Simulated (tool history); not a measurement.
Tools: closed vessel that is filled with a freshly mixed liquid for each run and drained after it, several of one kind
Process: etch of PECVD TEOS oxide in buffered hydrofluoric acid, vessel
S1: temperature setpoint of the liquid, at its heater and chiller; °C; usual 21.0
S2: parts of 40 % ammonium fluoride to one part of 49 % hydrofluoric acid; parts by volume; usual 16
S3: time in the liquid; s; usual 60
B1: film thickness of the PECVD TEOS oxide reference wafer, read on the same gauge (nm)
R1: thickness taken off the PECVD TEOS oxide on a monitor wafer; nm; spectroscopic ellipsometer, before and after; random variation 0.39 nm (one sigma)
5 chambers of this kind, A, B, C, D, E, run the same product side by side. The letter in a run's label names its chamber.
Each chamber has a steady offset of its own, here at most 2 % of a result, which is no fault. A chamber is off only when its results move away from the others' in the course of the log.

Run 1B, hour 8.6: usual settings; B1 90.029. Result: R1 47.445 nm.
Run 2D, hour 18.2: usual settings; B1 90.018. Result: R1 47.438 nm.
Run 3E, hour 22.4: usual settings; B1 89.998. Result: R1 46.658 nm.
Run 4C, hour 29.2: usual settings; B1 90.000. Result: R1 46.209 nm.
Run 5A, hour 34.8: usual settings; B1 89.975. Result: R1 48.347 nm.
Run 6B, hour 42.3: usual settings but S3 90 s; B1 90.012. Result: R1 69.368 nm.
Run 7D, hour 49.8: usual settings but S3 90 s; B1 90.017. Result: R1 71.019 nm.
Run 8C, hour 54.0: usual settings but S3 90 s; B1 90.012. Result: R1 70.196 nm.
Run 9A, hour 58.8: usual settings but S3 90 s; B1 89.996. Result: R1 72.053 nm.
Run 10E, hour 66.7: usual settings but S3 90 s; B1 90.004. Result: R1 70.334 nm.
Run 11C, hour 74.9: usual settings but S2 18 parts by volume; B1 89.985. Result: R1 41.778 nm.
Run 12E, hour 81.6: usual settings but S2 18 parts by volume; B1 89.978. Result: R1 41.820 nm.
At hour 85.3: chamber C: thermometer replaced.
At hour 89.0: chamber D: hydrofluoric acid flow meter replaced.
Run 13B, hour 89.0: usual settings but S2 18 parts by volume; B1 90.022. Result: R1 41.437 nm.
Run 14D, hour 95.8: usual settings but S2 18 parts by volume; B1 89.998. Result: R1 42.450 nm.
Run 15A, hour 105.3: usual settings but S2 18 parts by volume; B1 90.001. Result: R1 42.596 nm.
Run 16A, hour 110.2: usual settings but S1 25.0 °C, S3 85 s; B1 89.996. Result: R1 85.236 nm.
Run 17E, hour 119.2: usual settings but S1 25.0 °C, S3 85 s; B1 89.999. Result: R1 83.464 nm.
Run 18C, hour 124.5: usual settings but S1 25.0 °C, S3 85 s; B1 90.016. Result: R1 82.151 nm.
Run 19B, hour 134.4: usual settings but S1 25.0 °C, S3 85 s; B1 90.005. Result: R1 81.569 nm.
Run 20D, hour 141.0: usual settings but S1 25.0 °C, S3 85 s; B1 90.003. Result: R1 83.475 nm.
Run 21A, hour 145.3: usual settings; B1 89.985. Result: R1 47.571 nm.
Run 22D, hour 155.1: usual settings; B1 90.003. Result: R1 47.310 nm.
Run 23E, hour 160.7: usual settings; B1 89.990. Result: R1 47.618 nm.
Run 24B, hour 166.7: usual settings; B1 89.990. Result: R1 45.123 nm.
Run 25C, hour 173.3: usual settings; B1 89.988. Result: R1 46.760 nm.
Run 26A, hour 178.0: usual settings; B1 89.989. Result: R1 46.996 nm.
Run 27B, hour 185.4: usual settings; B1 90.007. Result: R1 45.567 nm.
Run 28D, hour 192.3: usual settings but S1 23.5 °C, S2 13 parts by volume; B1 89.994. Result: R1 66.639 nm.
Run 29C, hour 196.9: usual settings but S1 23.5 °C, S2 13 parts by volume; B1 90.004. Result: R1 66.216 nm.
Run 30E, hour 201.7: usual settings but S1 23.5 °C, S2 13 parts by volume; B1 89.989. Result: R1 65.470 nm.
Run 31B, hour 210.7: usual settings but S1 23.5 °C, S2 13 parts by volume; B1 90.005. Result: R1 63.990 nm.
Run 32D, hour 219.1: usual settings but S1 23.5 °C, S2 13 parts by volume; B1 90.009. Result: R1 65.642 nm.
Run 33A, hour 228.7: usual settings but S1 25.5 °C; B1 90.008. Result: R1 60.648 nm.
Run 34C, hour 235.4: usual settings but S1 25.5 °C; B1 89.998. Result: R1 58.877 nm.
Run 35E, hour 244.0: usual settings but S1 25.5 °C; B1 89.984. Result: R1 59.326 nm.
Run 36E, hour 248.4: usual settings but S1 25.5 °C; B1 89.970. Result: R1 59.391 nm.
Run 37D, hour 255.5: usual settings but S1 25.5 °C; B1 90.001. Result: R1 60.793 nm.
Run 38A, hour 262.4: usual settings; B1 90.002. Result: R1 48.183 nm.
Run 39C, hour 271.9: usual settings; B1 89.993. Result: R1 46.732 nm.
Run 40B, hour 281.0: usual settings; B1 89.988. Result: R1 44.843 nm.

Is one chamber off against the others, does the gauge drift, or is nothing wrong? If a chamber is off, say which, and what the likeliest cause is.

Chamber B drifts away from the others.
Cause: hydrofluoric acid flow below the setpoint (%) = 5.89.
The log may not tell that from: liquid colder than its thermometer reads (K).

Here are 4 candidates for chamber B's next run, each the usual settings with a change, their results left as question marks. Which one brings its results back in line with what the others give on the usual settings?
In line means no further than this from the other chambers' mean on the usual settings: R1 1.400 nm
Run 41B-1, hour 288.1: usual settings but S1 23.0 °C. Result: R1 ?.
Run 41B-2, hour 288.1: usual settings but S2 17.0 parts by volume. Result: R1 ?.
Run 41B-3, hour 288.1: usual settings but S2 18.0 parts by volume. Result: R1 ?.
Run 41B-4, hour 288.1: usual settings but S1 21.5 °C, S2 15.5 parts by volume. Result: R1 ?.

The other chambers' mean on the usual settings: R1 47.237 nm
  run      R1
41B-1  49.890
41B-2  42.083
41B-3  39.752
41B-4  47.419
41B-4 brings the chamber back in line.
